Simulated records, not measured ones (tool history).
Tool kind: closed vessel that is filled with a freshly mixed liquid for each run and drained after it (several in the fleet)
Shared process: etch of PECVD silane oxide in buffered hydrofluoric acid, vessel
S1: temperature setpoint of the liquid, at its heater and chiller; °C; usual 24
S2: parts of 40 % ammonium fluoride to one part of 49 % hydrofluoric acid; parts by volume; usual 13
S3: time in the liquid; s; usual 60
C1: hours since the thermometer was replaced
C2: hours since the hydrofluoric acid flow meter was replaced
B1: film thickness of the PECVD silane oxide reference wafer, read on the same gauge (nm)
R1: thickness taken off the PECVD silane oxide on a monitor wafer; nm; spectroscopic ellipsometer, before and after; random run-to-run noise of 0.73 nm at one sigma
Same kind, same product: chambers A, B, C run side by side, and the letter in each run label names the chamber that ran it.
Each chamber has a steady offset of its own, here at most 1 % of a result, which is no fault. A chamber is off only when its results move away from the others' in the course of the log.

run,hour,S1,S2,S3,C1,C2,B1,R1
1B,8,24,13,60,274.6,1123.4,90.009,124.67
2A,12.7,24,13,60,1486.5,677.6,89.992,123.83
3C,16.9,24,13,60,424.9,214.8,90.025,125.62
4B,25,24,13,60,291.6,1140.4,89.999,123.69
# hour 29.4: chamber B: hydrofluoric acid flow meter replaced
5C,29.8,24,13,60,437.8,227.7,90.006,125.6
6A,37.5,24,13,60,1511.3,702.4,89.982,124.33
7A,43.9,24,13,60,1517.7,708.8,89.99,124.4
8B,49.4,24,13,60,316,20.1,89.995,125.94
9C,57.7,24,13,60,465.7,255.6,89.99,124.64
10B,63.4,24,13,60,330,34.1,89.99,124.8
11C,71.1,24,13,60,479.1,269,89.986,125.15
12A,79.4,24,13,60,1553.2,744.3,89.998,124.4
13B,85.8,24,13,60,352.4,56.5,89.983,124.56
14C,93.6,24,13,60,501.6,291.5,89.975,124.82
15A,97.9,27,13,60,1571.7,762.8,90.007,147.13
16C,106.3,27,13,60,514.3,304.2,90.005,147.06
17A,113.3,27,13,60,1587.1,778.2,89.989,147.4
18B,119.1,24,13,60,385.7,89.8,90,122.32
19C,126.6,24,13,60,534.6,324.5,90.006,126.8
20B,133.8,24,13,60,400.4,104.5,89.994,121.53
21A,138.7,24,13,60,1612.5,803.6,90.01,124.74
22B,146.7,24,13,60,413.3,117.4,90.002,121.49
23A,151.2,24,13,60,1625,816.1,89.997,124.75
24C,159.1,24,13,75,567.1,357,90.01,155.57
25A,163.3,24,13,75,1637.1,828.2,89.991,156.3
26B,171.1,24,13,75,437.7,141.8,89.989,148.22
27C,179.5,24,13,60,587.5,377.4,89.978,125.08
28B,184,24,13,60,450.6,154.7,89.99,117.77
29C,190.3,24,13,60,598.3,388.2,90.007,125.28
30A,196.6,21.5,15,60,1670.4,861.5,89.969,94.437
31A,201,21.5,15,60,1674.8,865.9,89.99,94.325
32B,206.9,21.5,15,60,473.5,177.6,90,89.187
33C,215.4,24,13,60,623.4,413.3,89.977,125.1

All chambers now run identical settings, listed one chamber a line with results as question marks. What results will each chamber show?
34A,221.6,24,13,60,,,,?
34B,221.6,24,13,60,,,,?
34C,221.6,24,13,60,,,,?

run,R1
34A,124.83
34B,116.1
34C,125.34
